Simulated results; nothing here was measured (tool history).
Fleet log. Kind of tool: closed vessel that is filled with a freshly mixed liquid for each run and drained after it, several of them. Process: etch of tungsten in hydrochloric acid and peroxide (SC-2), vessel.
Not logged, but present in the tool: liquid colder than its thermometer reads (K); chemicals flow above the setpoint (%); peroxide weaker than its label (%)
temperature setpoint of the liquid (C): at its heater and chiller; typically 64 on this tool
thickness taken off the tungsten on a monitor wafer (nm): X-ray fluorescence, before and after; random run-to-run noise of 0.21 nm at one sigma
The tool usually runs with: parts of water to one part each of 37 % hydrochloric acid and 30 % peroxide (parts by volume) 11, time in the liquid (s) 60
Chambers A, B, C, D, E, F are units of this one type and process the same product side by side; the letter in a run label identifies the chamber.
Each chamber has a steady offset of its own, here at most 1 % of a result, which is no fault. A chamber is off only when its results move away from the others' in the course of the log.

run	day	temperature setpoint of the liquid (C)	parts of water to one part each of 37 % hydrochloric acid and 30 % peroxide (parts by volume)	time in the liquid (s)	hours since the thermometer was replaced	hours since the chemicals flow meter was replaced	hours since the drum of peroxide was connected	read-back film thickness of the tungsten reference wafer, read on the same gauge (nm)	thickness taken off the tungsten on a monitor wafer (nm)
1D	0.325	64	11	60	324.2	144.7	339.3	90.028	22.642
# day 0.504: chamber E: chemicals flow meter replaced
2A	0.571	64	11	60	672.4	1435.2	699.1	89.963	22.961
# day 0.596: chamber E: new drum of peroxide connected
3F	0.883	64	11	60	1707.5	956.6	458.2	89.995	22.355
4E	1.071	64	11	60	513.1	13.7	11.4	89.992	23.303
5B	1.325	64	11	60	101.2	102.4	59.4	90.014	22.661
6C	1.5	64	11	60	274.1	1246.7	417.4	90.051	22.902
7C	1.683	64	11	60	278.5	1251.1	421.8	90.004	22.812
8E	1.846	64	11	60	531.7	32.3	30	90.002	23.199
9A	2.067	64	11	60	708.3	1471.1	735	89.972	23.083
10B	2.208	64	11	60	122.4	123.6	80.6	90.015	23.027
11F	2.438	58.5	11	80	1744.8	993.9	495.5	89.987	21.507
12D	2.625	58.5	11	80	379.4	199.9	394.5	89.979	21.431
13E	2.833	58.5	11	80	555.4	56	53.7	90.028	21.729
14D	3.117	58.5	11	80	391.2	211.7	406.3	90.019	21.677
# day 3.258: chamber F: thermometer replaced
15A	3.367	58.5	11	80	739.5	1502.3	766.2	90.056	21.608
16C	3.583	58.5	11	80	324.1	1296.7	467.4	90.023	21.729
17F	3.771	64	11	60	12.4	1025.9	527.5	89.997	22.722
18B	3.929	64	11	60	163.7	164.9	121.9	90.073	22.737
19A	4.138	64	11	60	758	1520.8	784.7	90.019	22.788
20C	4.3	64	11	60	341.3	1313.9	484.6	89.99	22.835
21E	4.529	64	11	60	596.1	96.7	94.4	90.026	23.316
22F	4.7	64	11	60	34.7	1048.2	549.8	89.998	22.836
23B	4.933	54.5	11	60	187.8	189	146	90.034	12.628
24D	5.129	54.5	11	60	439.5	260	454.6	90	12.561
25D	5.438	54.5	11	60	446.9	267.4	462	90.05	12.359
26C	5.65	54.5	11	60	373.7	1346.3	517	89.95	12.792
27E	5.804	54.5	11	60	626.7	127.3	125	89.967	12.831
28F	6.129	54.5	11	60	69	1082.5	584.1	90.046	12.596
29A	6.367	64	11	60	811.5	1574.3	838.2	89.981	22.731
30B	6.608	64	11	60	228	229.2	186.2	90.023	22.751
31A	6.817	64	11	60	822.3	1585.1	849	89.984	22.444
32D	7.029	64	11	60	485.1	305.6	500.2	90.001	22.703
33E	7.238	64	11	60	661.1	161.7	159.4	89.992	23.162
34F	7.438	64	11	60	100.4	1113.9	615.5	89.968	22.205
35B	7.608	64	11	60	252	253.2	210.2	89.985	22.631
# day 7.679: chamber A: new drum of peroxide connected
36C	7.888	64	11	60	427.4	1400	570.7	90.006	22.8
37C	8.054	64	11	60	431.4	1404	574.7	90.012	22.49
38B	8.317	64	11	60	269	270.2	227.2	90.034	23.059
39E	8.529	64	11	60	692.1	192.7	190.4	90.031	22.956
40D	8.854	64	11	60	528.9	349.4	544	90.028	22.866
41F	9.079	64	11	60	139.8	1153.3	654.9	90.033	22.436
42A	9.35	64	6	60	883.1	1645.9	40.1	90.014	36.655
43A	9.667	64	6	60	890.7	1653.5	47.7	89.953	36.531

Is one chamber off against the others, does the gauge drift, or is nothing wrong? If a chamber is off, say which, and what the likeliest cause is.

Neither any chamber nor the gauge drifts; the chambers differ only by their own small, steady offsets.

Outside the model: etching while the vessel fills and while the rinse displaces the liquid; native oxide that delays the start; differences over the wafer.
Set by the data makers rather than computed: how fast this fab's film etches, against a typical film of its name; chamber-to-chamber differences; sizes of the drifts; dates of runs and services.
